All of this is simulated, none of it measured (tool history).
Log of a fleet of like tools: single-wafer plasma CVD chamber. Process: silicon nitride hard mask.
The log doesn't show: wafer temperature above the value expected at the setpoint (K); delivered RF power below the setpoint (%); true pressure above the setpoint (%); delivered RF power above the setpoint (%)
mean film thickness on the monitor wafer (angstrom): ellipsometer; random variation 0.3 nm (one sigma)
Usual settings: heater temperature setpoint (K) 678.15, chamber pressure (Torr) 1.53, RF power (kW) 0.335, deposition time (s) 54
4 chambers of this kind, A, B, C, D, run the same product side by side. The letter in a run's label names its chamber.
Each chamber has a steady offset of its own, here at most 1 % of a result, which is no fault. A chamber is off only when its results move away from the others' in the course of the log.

run    day  heater temperature setpoint (K)  chamber pressure (Torr)  RF power (kW)  deposition time (s)  hours since the last thermocouple change  hours since the last RF generator calibration  hours since the last manometer calibration  read-back reference wafer on the same gauge, thickness_nm  mean film thickness on the monitor wafer (angstrom)
 1B  0.162                           678.15                     1.53          0.335                   54                                       155                                          278.3                                       793.4                                                     74.441                                               654.79
 2D  0.512                           678.15                     1.53          0.335                   54                                     227.1                                           71.2                                       380.4                                                     74.392                                               655.24
 3A  0.742                           678.15                     1.53          0.335                   54                                    1104.2                                         1459.8                                         926                                                     74.325                                               658.34
 4C  1.088                           678.15                     1.53          0.335                   54                                     661.4                                          690.5                                      1020.8                                                     74.448                                               652.72
 5A  1.275                           678.15                     1.53          0.335                   54                                      1117                                         1472.6                                       938.8                                                     74.358                                                655.6
 6B  1.583                           678.15                     1.53          0.335                   54                                     189.1                                          312.4                                       827.5                                                     74.287                                               649.94
 7D  1.821                           678.15                     1.53          0.335                   54                                     258.5                                          102.6                                       411.8                                                     74.347                                               655.36
 8C  2.104                           683.15                     1.53          0.275                   54                                     685.8                                          714.9                                      1045.2                                                     74.429                                               576.28
 9A  2.262                           683.15                     1.53          0.275                   54                                    1140.7                                         1496.3                                       962.5                                                     74.397                                               573.61
10D  2.579                           683.15                     1.53          0.275                   54                                     276.7                                          120.8                                         430                                                     74.413                                               572.73
11B  2.883                           683.15                     1.53          0.275                   54                                     220.3                                          343.6                                       858.7                                                     74.381                                               571.15
12C  3.042                           678.15                     1.53          0.335                   54                                     708.3                                          737.4                                      1067.7                                                     74.389                                               652.87
13B  3.196                           678.15                     1.53          0.335                   54                                     227.8                                          351.1                                       866.2                                                     74.297                                               650.16
14A  3.496                           678.15                     1.53          0.335                   54                                    1170.3                                         1525.9                                       992.1                                                     74.358                                               656.71
15D  3.833                           678.15                     1.53          0.335                   54                                     306.8                                          150.9                                       460.1                                                      74.39                                               650.89
16C  4.138                           678.15                     1.53          0.335                   54                                     734.6                                          763.7                                        1094                                                     74.399                                               655.18
17A  4.388                           678.15                     1.53          0.335                   54                                    1191.7                                         1547.3                                      1013.5                                                      74.37                                               661.73
18B  4.708                           678.15                     1.53          0.335                   54                                     264.1                                          387.4                                       902.5                                                     74.423                                               647.38
19D  4.962                           678.15                     1.53          0.335                   54                                     333.9                                            178                                       487.2                                                     74.398                                               659.92
20C  5.208                           678.15                     1.53          0.335                   54                                     760.3                                          789.4                                      1119.7                                                      74.39                                                  649
21C  5.504                           678.15                     1.53          0.335                   54                                     767.4                                          796.5                                      1126.8                                                     74.325                                               656.33
22D  5.733                           678.15                     1.53          0.335                   54                                     352.4                                          196.5                                       505.7                                                     74.367                                               656.34
23A  5.883                           667.15                     1.21          0.335                   54                                    1227.6                                         1583.2                                      1049.4                                                     74.344                                                618.8
24B  6.229                           667.15                     1.21          0.335                   54                                     300.6                                          423.9                                         939                                                     74.477                                               609.03
25A  6.396                           667.15                     1.21          0.335                   54                                    1239.9                                         1595.5                                      1061.7                                                      74.47                                               614.95
26D  6.658                           667.15                     1.21          0.335                   54                                     374.6                                          218.7                                       527.9                                                     74.498                                               611.99
27C      7                           678.15                     1.28          0.335                 44.9                                     803.3                                          832.4                                      1162.7                                                     74.357                                               513.05
28B  7.308                           678.15                     1.28          0.335                 44.9                                     326.5                                          449.8                                       964.9                                                     74.411                                               512.79
29D  7.638                           678.15                     1.28          0.335                 44.9                                     398.1                                          242.2                                       551.4                                                     74.389                                               520.94
30A  7.796                           678.15                     1.28          0.335                 44.9                                    1273.5                                         1629.1                                      1095.3                                                     74.406                                               522.71
     7.871  -- chamber C: capacitance manometer re-zeroed and calibrated
     7.954  -- chamber A: RF generator calibrated
31B  8.079                           678.15                     1.53          0.335                   54                                       345                                          468.3                                       983.4                                                     74.416                                               648.95
32C  8.233                           683.15                     1.72          0.335                   54                                     832.9                                            862                                         8.7                                                     74.335                                               677.06
33C  8.475                           683.15                     1.72          0.335                   54                                     838.7                                          867.8                                        14.5                                                     74.415                                               670.56
34A  8.762                           683.15                     1.72          0.335                   54                                    1296.7                                           19.5                                      1118.5                                                     74.334                                               689.19
35D  8.946                           683.15                     1.72          0.335                   54                                     429.5                                          273.6                                       582.8                                                     74.263                                               679.81
36B  9.121                           678.15                     1.53          0.335                   54                                       370                                          493.3                                      1008.4                                                     74.318                                               652.14
     9.354  -- chamber A: capacitance manometer re-zeroed and calibrated
37A  9.458                           678.15                     1.53          0.335                   60                                    1313.4                                           36.2                                         2.5                                                     74.391                                               734.41

Is one chamber off against the others, does the gauge drift, or is nothing wrong? If a chamber is off, say which, and what the likeliest cause is.

No chamber stands off beyond its own small offset, and the gauge holds steady.

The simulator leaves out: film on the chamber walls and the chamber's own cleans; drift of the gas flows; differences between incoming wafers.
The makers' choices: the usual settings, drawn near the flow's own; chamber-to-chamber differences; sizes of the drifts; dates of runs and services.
